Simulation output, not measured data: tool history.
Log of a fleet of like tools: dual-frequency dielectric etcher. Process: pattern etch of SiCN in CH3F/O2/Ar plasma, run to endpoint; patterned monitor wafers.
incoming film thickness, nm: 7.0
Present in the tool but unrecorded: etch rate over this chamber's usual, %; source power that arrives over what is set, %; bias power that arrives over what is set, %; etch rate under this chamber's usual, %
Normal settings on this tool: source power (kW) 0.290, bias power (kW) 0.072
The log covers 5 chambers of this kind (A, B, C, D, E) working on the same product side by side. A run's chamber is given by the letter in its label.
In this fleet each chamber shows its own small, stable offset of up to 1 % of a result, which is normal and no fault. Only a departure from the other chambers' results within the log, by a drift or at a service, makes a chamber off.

run	hour	source power (kW)	bias power (kW)	hours since the last wet clean	hours since the last source power generator calibration	hours since the last bias power generator calibration	endpoint time (s)
1C	5.7	0.290	0.072	200.6	2310.9	2211.9	20.976
2A	9.3	0.290	0.072	317.2	1704.4	2275.5	20.794
3E	12.5	0.290	0.072	275.7	1010.7	3482.6	21.044
4B	15.5	0.290	0.072	321.9	1577.9	1954.6	21.365
5D	18.9	0.290	0.072	177.6	484.4	2629.4	21.011
6C	22.6	0.290	0.072	217.5	2327.8	2228.8	21.052
7E	25.9	0.290	0.072	289.1	1024.1	3496.0	21.175
8A	29.6	0.290	0.072	337.5	1724.7	2295.8	20.754
9B	34.9	0.340	0.055	341.3	1597.3	1974.0	21.957
10D	40.0	0.340	0.055	198.7	505.5	2650.5	21.726
11B	46.1	0.340	0.055	352.5	1608.5	1985.2	22.173
12C	49.4	0.340	0.055	244.3	2354.6	2255.6	21.763
13A	55.3	0.340	0.055	363.2	1750.4	2321.5	21.445
14E	58.1	0.290	0.072	321.3	1056.3	3528.2	21.126
15D	61.2	0.290	0.072	219.9	526.7	2671.7	21.050
16A	64.9	0.290	0.072	372.8	1760.0	2331.1	20.799
17C	69.4	0.290	0.072	264.3	2374.6	2275.6	20.885
18B	72.9	0.290	0.072	379.3	1635.3	2012.0	21.220
19D	78.9	0.290	0.072	237.6	544.4	2689.4	21.056
20E	84.7	0.290	0.072	347.9	1082.9	3554.8	21.122
21D	90.8	0.290	0.072	249.5	556.3	2701.3	20.976
22B	94.7	0.290	0.072	401.1	1657.1	2033.8	21.283
23A	99.8	0.290	0.072	407.7	1794.9	2366.0	20.793
24C	104.4	0.290	0.072	299.3	2409.6	2310.6	20.908
25E	109.9	0.230	0.078	373.1	1108.1	3580.0	22.226
# hour 110.1: chamber A: wet clean of the chamber
# hour 111.9: chamber B: wet clean of the chamber
# hour 114.8: chamber E: wet clean of the chamber
26D	115.5	0.230	0.078	274.2	581.0	2726.0	22.179
27C	118.7	0.230	0.078	313.6	2423.9	2324.9	22.367
28E	121.9	0.230	0.078	7.2	1120.1	3592.0	22.442
29A	127.2	0.230	0.078	17.1	1822.3	2393.4	22.056
30B	133.0	0.290	0.072	21.1	1695.4	2072.1	20.325
31A	138.2	0.290	0.072	28.1	1833.3	2404.4	20.862
32C	141.7	0.290	0.072	336.6	2446.9	2347.9	20.992
33D	147.6	0.290	0.072	306.3	613.1	2758.1	20.897
34B	150.2	0.290	0.072	38.3	1712.6	2089.3	20.165
35E	155.8	0.290	0.072	41.1	1154.0	3625.9	21.052
36A	160.1	0.290	0.072	50.0	1855.2	2426.3	20.946
37B	165.3	0.360	0.087	53.4	1727.7	2104.4	17.446
38E	170.0	0.360	0.087	55.3	1168.2	3640.1	18.112
39D	176.1	0.360	0.087	334.8	641.6	2786.6	18.119
40C	178.8	0.360	0.087	373.7	2484.0	2385.0	18.094
41E	183.7	0.360	0.087	69.0	1181.9	3653.8	18.121
42C	186.7	0.290	0.072	381.6	2491.9	2392.9	21.065
43A	191.5	0.270	0.080	81.4	1886.6	2457.7	20.727

The same settings go to every chamber for the next run, one line per chamber below. Forecast the results for each:
44A	195.9	0.290	0.072				?
44B	195.9	0.290	0.072				?
44C	195.9	0.290	0.072				?
44D	195.9	0.290	0.072				?
44E	195.9	0.290	0.072				?

run	endpoint time (s)
44A	20.957
44B	20.243
44C	20.967
44D	20.912
44E	21.110
